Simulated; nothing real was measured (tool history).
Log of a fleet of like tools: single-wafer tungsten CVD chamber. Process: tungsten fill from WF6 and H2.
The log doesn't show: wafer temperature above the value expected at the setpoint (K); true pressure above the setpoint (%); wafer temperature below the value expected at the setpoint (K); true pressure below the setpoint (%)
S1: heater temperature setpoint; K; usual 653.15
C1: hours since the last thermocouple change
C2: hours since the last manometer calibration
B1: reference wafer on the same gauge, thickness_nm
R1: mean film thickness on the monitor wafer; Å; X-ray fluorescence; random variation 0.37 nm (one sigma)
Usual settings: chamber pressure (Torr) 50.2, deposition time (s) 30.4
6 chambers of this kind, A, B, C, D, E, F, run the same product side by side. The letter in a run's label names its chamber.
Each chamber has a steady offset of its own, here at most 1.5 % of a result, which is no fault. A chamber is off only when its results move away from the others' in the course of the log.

run 1A day=0.092 | S1=653.15 chamber_pressure_(Torr)=50.2 deposition_time_(s)=30.4 | C1=706.8 C2=1610.1 | B1=71.815 | R1=766.55
run 2D day=0.204 | S1=653.15 chamber_pressure_(Torr)=50.2 deposition_time_(s)=30.4 | C1=1592.9 C2=625.3 | B1=71.708 | R1=766.29
run 3B day=0.396 | S1=653.15 chamber_pressure_(Torr)=50.2 deposition_time_(s)=30.4 | C1=2676.3 C2=442.9 | B1=71.771 | R1=751.21
run 4C day=0.575 | S1=653.15 chamber_pressure_(Torr)=50.2 deposition_time_(s)=30.4 | C1=461.1 C2=241.6 | B1=71.807 | R1=769.59
run 5F day=0.746 | S1=653.15 chamber_pressure_(Torr)=50.2 deposition_time_(s)=30.4 | C1=265.0 C2=727.2 | B1=71.763 | R1=764.10
run 6E day=0.858 | S1=653.15 chamber_pressure_(Torr)=50.2 deposition_time_(s)=30.4 | C1=826.2 C2=782.6 | B1=71.815 | R1=763.54
run 7B day=1.025 | S1=653.15 chamber_pressure_(Torr)=50.2 deposition_time_(s)=30.4 | C1=2691.4 C2=458.0 | B1=71.774 | R1=747.53
run 8E day=1.108 | S1=653.15 chamber_pressure_(Torr)=50.2 deposition_time_(s)=30.4 | C1=832.2 C2=788.6 | B1=71.727 | R1=766.15
run 9F day=1.246 | S1=653.15 chamber_pressure_(Torr)=50.2 deposition_time_(s)=30.4 | C1=277.0 C2=739.2 | B1=71.827 | R1=763.12
run 10D day=1.421 | S1=653.15 chamber_pressure_(Torr)=50.2 deposition_time_(s)=30.4 | C1=1622.1 C2=654.5 | B1=71.770 | R1=767.11
run 11A day=1.542 | S1=653.15 chamber_pressure_(Torr)=50.2 deposition_time_(s)=30.4 | C1=741.6 C2=1644.9 | B1=71.824 | R1=769.43
run 12C day=1.688 | S1=653.15 chamber_pressure_(Torr)=50.2 deposition_time_(s)=30.4 | C1=487.8 C2=268.3 | B1=71.889 | R1=768.31
run 13A day=1.858 | S1=643.15 chamber_pressure_(Torr)=50.2 deposition_time_(s)=26.8 | C1=749.2 C2=1652.5 | B1=71.747 | R1=551.56
-- day=1.900 chamber B: thermocouple changed; heater temperature recalibrated
run 14F day=2.029 | S1=643.15 chamber_pressure_(Torr)=50.2 deposition_time_(s)=26.8 | C1=295.8 C2=758.0 | B1=71.849 | R1=547.57
run 15E day=2.138 | S1=643.15 chamber_pressure_(Torr)=50.2 deposition_time_(s)=26.8 | C1=856.9 C2=813.3 | B1=71.804 | R1=552.25
run 16D day=2.267 | S1=643.15 chamber_pressure_(Torr)=50.2 deposition_time_(s)=26.8 | C1=1642.4 C2=674.8 | B1=71.808 | R1=554.09
run 17C day=2.371 | S1=643.15 chamber_pressure_(Torr)=50.2 deposition_time_(s)=26.8 | C1=504.2 C2=284.7 | B1=71.788 | R1=553.62
run 18B day=2.521 | S1=643.15 chamber_pressure_(Torr)=50.2 deposition_time_(s)=26.8 | C1=14.9 C2=493.9 | B1=71.796 | R1=520.30
run 19A day=2.633 | S1=653.15 chamber_pressure_(Torr)=50.2 deposition_time_(s)=30.4 | C1=767.8 C2=1671.1 | B1=71.797 | R1=771.60
run 20D day=2.779 | S1=653.15 chamber_pressure_(Torr)=50.2 deposition_time_(s)=30.4 | C1=1654.7 C2=687.1 | B1=71.762 | R1=771.07
run 21F day=2.933 | S1=653.15 chamber_pressure_(Torr)=50.2 deposition_time_(s)=30.4 | C1=317.5 C2=779.7 | B1=71.811 | R1=766.03
run 22B day=3.050 | S1=653.15 chamber_pressure_(Torr)=50.2 deposition_time_(s)=30.4 | C1=27.6 C2=506.6 | B1=71.725 | R1=721.62
run 23E day=3.142 | S1=653.15 chamber_pressure_(Torr)=50.2 deposition_time_(s)=30.4 | C1=881.0 C2=837.4 | B1=71.808 | R1=757.46
run 24C day=3.254 | S1=646.15 chamber_pressure_(Torr)=50.2 deposition_time_(s)=30.4 | C1=525.4 C2=305.9 | B1=71.731 | R1=664.40
run 25B day=3.408 | S1=646.15 chamber_pressure_(Torr)=50.2 deposition_time_(s)=30.4 | C1=36.2 C2=515.2 | B1=71.828 | R1=624.32
run 26F day=3.571 | S1=646.15 chamber_pressure_(Torr)=50.2 deposition_time_(s)=30.4 | C1=332.8 C2=795.0 | B1=71.864 | R1=663.90
run 27C day=3.712 | S1=646.15 chamber_pressure_(Torr)=50.2 deposition_time_(s)=30.4 | C1=536.4 C2=316.9 | B1=71.857 | R1=664.06
run 28E day=3.804 | S1=646.15 chamber_pressure_(Torr)=50.2 deposition_time_(s)=30.4 | C1=896.9 C2=853.3 | B1=71.734 | R1=659.33
run 29D day=3.967 | S1=646.15 chamber_pressure_(Torr)=50.2 deposition_time_(s)=30.4 | C1=1683.2 C2=715.6 | B1=71.896 | R1=667.60
run 30A day=4.104 | S1=653.15 chamber_pressure_(Torr)=50.2 deposition_time_(s)=30.4 | C1=803.1 C2=1706.4 | B1=71.704 | R1=757.62
run 31E day=4.208 | S1=653.15 chamber_pressure_(Torr)=42.7 deposition_time_(s)=30.4 | C1=906.6 C2=863.0 | B1=71.841 | R1=709.01
run 32C day=4.296 | S1=653.15 chamber_pressure_(Torr)=42.7 deposition_time_(s)=30.4 | C1=550.4 C2=330.9 | B1=71.866 | R1=715.82
run 33A day=4.467 | S1=653.15 chamber_pressure_(Torr)=42.7 deposition_time_(s)=30.4 | C1=811.8 C2=1715.1 | B1=71.843 | R1=714.63
run 34D day=4.654 | S1=653.15 chamber_pressure_(Torr)=42.7 deposition_time_(s)=30.4 | C1=1699.7 C2=732.1 | B1=71.770 | R1=711.97
run 35F day=4.742 | S1=653.15 chamber_pressure_(Torr)=42.7 deposition_time_(s)=30.4 | C1=360.9 C2=823.1 | B1=71.824 | R1=706.66
run 36B day=4.912 | S1=653.15 chamber_pressure_(Torr)=42.7 deposition_time_(s)=30.4 | C1=72.3 C2=551.3 | B1=71.807 | R1=669.00
run 37D day=5.050 | S1=653.15 chamber_pressure_(Torr)=50.2 deposition_time_(s)=30.4 | C1=1709.2 C2=741.6 | B1=71.818 | R1=772.26
run 38B day=5.188 | S1=653.15 chamber_pressure_(Torr)=50.2 deposition_time_(s)=30.4 | C1=78.9 C2=557.9 | B1=71.727 | R1=723.43
run 39A day=5.275 | S1=653.15 chamber_pressure_(Torr)=50.2 deposition_time_(s)=30.4 | C1=831.2 C2=1734.5 | B1=71.721 | R1=767.94
run 40C day=5.375 | S1=653.15 chamber_pressure_(Torr)=50.2 deposition_time_(s)=30.4 | C1=576.3 C2=356.8 | B1=71.747 | R1=768.24
run 41E day=5.546 | S1=653.15 chamber_pressure_(Torr)=50.2 deposition_time_(s)=30.4 | C1=938.7 C2=895.1 | B1=71.911 | R1=767.06
run 42F day=5.638 | S1=653.15 chamber_pressure_(Torr)=50.2 deposition_time_(s)=30.4 | C1=382.4 C2=844.6 | B1=71.819 | R1=754.58
run 43F day=5.800 | S1=653.15 chamber_pressure_(Torr)=50.2 deposition_time_(s)=30.4 | C1=386.3 C2=848.5 | B1=71.760 | R1=762.74
run 44E day=5.933 | S1=653.15 chamber_pressure_(Torr)=50.2 deposition_time_(s)=30.4 | C1=948.0 C2=904.4 | B1=71.777 | R1=762.12

Next, every chamber runs the same settings. What will each give?
run 45A day=6.075 | S1=653.15 chamber_pressure_(Torr)=50.2 deposition_time_(s)=30.4 | R1=?
run 45B day=6.075 | S1=653.15 chamber_pressure_(Torr)=50.2 deposition_time_(s)=30.4 | R1=?
run 45C day=6.075 | S1=653.15 chamber_pressure_(Torr)=50.2 deposition_time_(s)=30.4 | R1=?
run 45D day=6.075 | S1=653.15 chamber_pressure_(Torr)=50.2 deposition_time_(s)=30.4 | R1=?
run 45E day=6.075 | S1=653.15 chamber_pressure_(Torr)=50.2 deposition_time_(s)=30.4 | R1=?
run 45F day=6.075 | S1=653.15 chamber_pressure_(Torr)=50.2 deposition_time_(s)=30.4 | R1=?

run=45A R1=766.01
run=45B R1=722.75
run=45C R1=773.68
run=45D R1=772.67
run=45E R1=770.77
run=45F R1=770.76

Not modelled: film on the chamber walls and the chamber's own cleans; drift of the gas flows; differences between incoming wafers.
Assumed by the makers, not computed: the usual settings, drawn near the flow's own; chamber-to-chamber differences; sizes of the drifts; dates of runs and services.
